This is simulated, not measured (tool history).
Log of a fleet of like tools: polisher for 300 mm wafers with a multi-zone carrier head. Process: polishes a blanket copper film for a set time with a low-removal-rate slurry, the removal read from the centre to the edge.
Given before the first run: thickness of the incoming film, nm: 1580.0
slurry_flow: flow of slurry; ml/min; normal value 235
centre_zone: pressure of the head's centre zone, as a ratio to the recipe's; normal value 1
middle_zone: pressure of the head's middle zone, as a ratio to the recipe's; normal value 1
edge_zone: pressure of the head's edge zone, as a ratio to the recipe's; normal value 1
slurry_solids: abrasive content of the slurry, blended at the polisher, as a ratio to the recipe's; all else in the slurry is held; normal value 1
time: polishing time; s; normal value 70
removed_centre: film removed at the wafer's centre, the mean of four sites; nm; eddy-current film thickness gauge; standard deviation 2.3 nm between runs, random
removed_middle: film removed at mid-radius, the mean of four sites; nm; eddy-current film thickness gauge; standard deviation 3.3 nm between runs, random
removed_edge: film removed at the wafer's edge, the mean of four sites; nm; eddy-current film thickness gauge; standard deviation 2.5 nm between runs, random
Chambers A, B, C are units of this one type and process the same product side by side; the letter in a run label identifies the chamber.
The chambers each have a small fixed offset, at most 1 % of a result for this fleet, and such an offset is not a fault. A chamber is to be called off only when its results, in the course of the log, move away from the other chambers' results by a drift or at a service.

Run 1A, day 0.354: usual settings. Result: removed_centre 234.55 nm, removed_middle 238.48 nm, removed_edge 240.65 nm.
Run 2B, day 0.812: usual settings. Result: removed_centre 234.64 nm, removed_middle 239.39 nm, removed_edge 238.67 nm.
Run 3C, day 1.221: usual settings. Result: removed_centre 236.93 nm, removed_middle 231.59 nm, removed_edge 235.78 nm.
Run 4B, day 1.729: usual settings. Result: removed_centre 238.42 nm, removed_middle 239.67 nm, removed_edge 237.88 nm.
At day 1.992: chamber B: worn pad replaced by a new one.
Run 5A, day 2.375: usual settings. Result: removed_centre 236.94 nm, removed_middle 230.9 nm, removed_edge 237.12 nm.
At day 2.658: chamber A: worn pad replaced by a new one.
Run 6C, day 3: usual settings. Result: removed_centre 238.75 nm, removed_middle 234.68 nm, removed_edge 236.99 nm.
At day 3.133: chamber C: worn pad replaced by a new one.
At day 3.212: chamber B: edge zone pressure recalibrated.
Run 7A, day 3.546: usual settings. Result: removed_centre 237.44 nm, removed_middle 232.65 nm, removed_edge 238.35 nm.
Run 8B, day 4.096: usual settings. Result: removed_centre 237.75 nm, removed_middle 234.93 nm, removed_edge 242.35 nm.
At day 4.4: chamber A: centre zone pressure recalibrated.
Run 9C, day 4.708: usual settings. Result: removed_centre 242.02 nm, removed_middle 235.53 nm, removed_edge 239.72 nm.
Run 10A, day 5.225: usual settings. Result: removed_centre 236.35 nm, removed_middle 233.57 nm, removed_edge 237.96 nm.
Run 11B, day 5.638: usual settings. Result: removed_centre 234.52 nm, removed_middle 236.62 nm, removed_edge 235.99 nm.
Run 12C, day 6.208: usual settings. Result: removed_centre 245.49 nm, removed_middle 228.25 nm, removed_edge 237.41 nm.
At day 6.217: chamber C: slurry nozzle cleaned.
At day 6.546: chamber A: worn pad replaced by a new one.
Run 13A, day 6.546: usual settings. Result: removed_centre 232.15 nm, removed_middle 236.85 nm, removed_edge 238.51 nm.
Run 14C, day 6.917: usual settings. Result: removed_centre 243.94 nm, removed_middle 233.13 nm, removed_edge 233.8 nm.
At day 6.962: chamber C: worn pad replaced by a new one.
Run 15B, day 7.254: usual settings but slurry_solids 0.85. Result: removed_centre 231.09 nm, removed_middle 224.05 nm, removed_edge 229.36 nm.
At day 7.283: chamber B: worn pad replaced by a new one.
Run 16A, day 7.712: usual settings but slurry_solids 0.85. Result: removed_centre 224.52 nm, removed_middle 227.72 nm, removed_edge 227.75 nm.
At day 8.233: chamber B: centre zone pressure recalibrated.
Run 17C, day 8.233: usual settings but slurry_solids 0.85. Result: removed_centre 238.63 nm, removed_middle 229.67 nm, removed_edge 228.27 nm.
Run 18B, day 8.871: usual settings. Result: removed_centre 237.37 nm, removed_middle 236 nm, removed_edge 233.58 nm.
At day 9.05: chamber C: edge zone pressure recalibrated.
Run 19A, day 9.221: usual settings. Result: removed_centre 233.1 nm, removed_middle 230.39 nm, removed_edge 234.69 nm.
Run 20B, day 9.567: usual settings but slurry_flow 155 ml/min, slurry_solids 1.1. Result: removed_centre 221.22 nm, removed_middle 227.49 nm, removed_edge 235.13 nm.
Run 21C, day 9.975: usual settings but slurry_flow 155 ml/min, slurry_solids 1.1. Result: removed_centre 235.33 nm, removed_middle 225.1 nm, removed_edge 231.29 nm.
Run 22A, day 10.433: usual settings but slurry_flow 155 ml/min, slurry_solids 1.1. Result: removed_centre 220.66 nm, removed_middle 222.98 nm, removed_edge 231.48 nm.
At day 10.471: chamber C: worn pad replaced by a new one.
At day 10.5: chamber A: worn pad replaced by a new one.
Run 23B, day 10.992: usual settings. Result: removed_centre 234.6 nm, removed_middle 238.06 nm, removed_edge 239.57 nm.
Run 24C, day 11.408: usual settings. Result: removed_centre 245.95 nm, removed_middle 228.78 nm, removed_edge 240.61 nm.
At day 11.938: chamber B: worn pad replaced by a new one.
Run 25A, day 11.988: usual settings. Result: removed_centre 240.1 nm, removed_middle 231.91 nm, removed_edge 238.06 nm.
Run 26C, day 12.483: usual settings. Result: removed_centre 252.03 nm, removed_middle 230.41 nm, removed_edge 242.37 nm.
Run 27B, day 12.908: usual settings but edge_zone 0.95. Result: removed_centre 235.98 nm, removed_middle 232.36 nm, removed_edge 227.79 nm.
Run 28A, day 13.479: usual settings but edge_zone 0.95. Result: removed_centre 234.91 nm, removed_middle 238.51 nm, removed_edge 228.13 nm.
Run 29B, day 14.033: usual settings but edge_zone 0.95. Result: removed_centre 234.95 nm, removed_middle 234.01 nm, removed_edge 229.97 nm.
At day 14.212: chamber C: worn pad replaced by a new one.
Run 30C, day 14.362: usual settings. Result: removed_centre 252.75 nm, removed_middle 231.46 nm, removed_edge 230.96 nm.
Run 31C, day 14.754: usual settings. Result: removed_centre 258.87 nm, removed_middle 232.82 nm, removed_edge 237.87 nm.
At day 14.821: chamber A: worn pad replaced by a new one.
Run 32A, day 15.279: usual settings. Result: removed_centre 235.46 nm, removed_middle 231.78 nm, removed_edge 235.32 nm.
Run 33B, day 15.788: usual settings. Result: removed_centre 235.77 nm, removed_middle 236.73 nm, removed_edge 235.82 nm.
Run 34C, day 16.158: usual settings. Result: removed_centre 253.83 nm, removed_middle 237.45 nm, removed_edge 234.32 nm.
At day 16.371: chamber B: worn pad replaced by a new one.
Run 35B, day 16.833: usual settings. Result: removed_centre 238.44 nm, removed_middle 238.92 nm, removed_edge 234.06 nm.
Run 36A, day 17.342: usual settings but slurry_flow 265 ml/min. Result: removed_centre 237.03 nm, removed_middle 248.94 nm, removed_edge 238.11 nm.
Run 37B, day 17.862: usual settings but slurry_flow 265 ml/min. Result: removed_centre 239.34 nm, removed_middle 237.94 nm, removed_edge 236.32 nm.
At day 17.883: chamber C: worn pad replaced by a new one.
Run 38C, day 18.367: usual settings but slurry_flow 265 ml/min. Result: removed_centre 264.42 nm, removed_middle 238.38 nm, removed_edge 240.25 nm.

One chamber off, gauge drift, or nothing amiss beyond the chambers' own small offsets? If it is a chamber, which one, and what is the likeliest cause?

Little by little, chamber C moves away from the other chambers.
Cause: centre zone's pressure above its setpoint, % = 7.82.

Which of the 4 candidates below, each the usual settings with something changed and its results left as question marks, puts chamber C back in line with what the other chambers give on the usual settings?
To be in line, a result may differ from the other chambers' mean on the usual settings by at most: removed_centre 8 nm; removed_middle 12 nm; removed_edge 8.7 nm
Run 39C-1, day 18.862: usual settings but centre_zone 0.97, middle_zone 1.01, edge_zone 1.01. Result: removed_centre ?, removed_middle ?, removed_edge ?.
Run 39C-2, day 18.862: usual settings but centre_zone 1.03, middle_zone 0.99, edge_zone 0.99. Result: removed_centre ?, removed_middle ?, removed_edge ?.
Run 39C-3, day 18.862: usual settings but slurry_flow 230 ml/min, centre_zone 0.92, middle_zone 1.02, edge_zone 1.03. Result: removed_centre ?, removed_middle ?, removed_edge ?.
Run 39C-4, day 18.862: usual settings but slurry_flow 240 ml/min, centre_zone 1.08, middle_zone 0.98, edge_zone 0.97. Result: removed_centre ?, removed_middle ?, removed_edge ?.

Average result of the remaining chambers running the usual settings: removed_centre 235.05 nm; removed_middle 236.64 nm; removed_edge 237.44 nm
  run  removed_centre  removed_middle  removed_edge
39C-1          249.86          236.54        236.04
39C-2          266.78          232.15        233.65
39C-3          235.06          238.13        237.98
39C-4          281.68          230.52        231.67
39C-3 puts the chamber back in line with the other chambers.

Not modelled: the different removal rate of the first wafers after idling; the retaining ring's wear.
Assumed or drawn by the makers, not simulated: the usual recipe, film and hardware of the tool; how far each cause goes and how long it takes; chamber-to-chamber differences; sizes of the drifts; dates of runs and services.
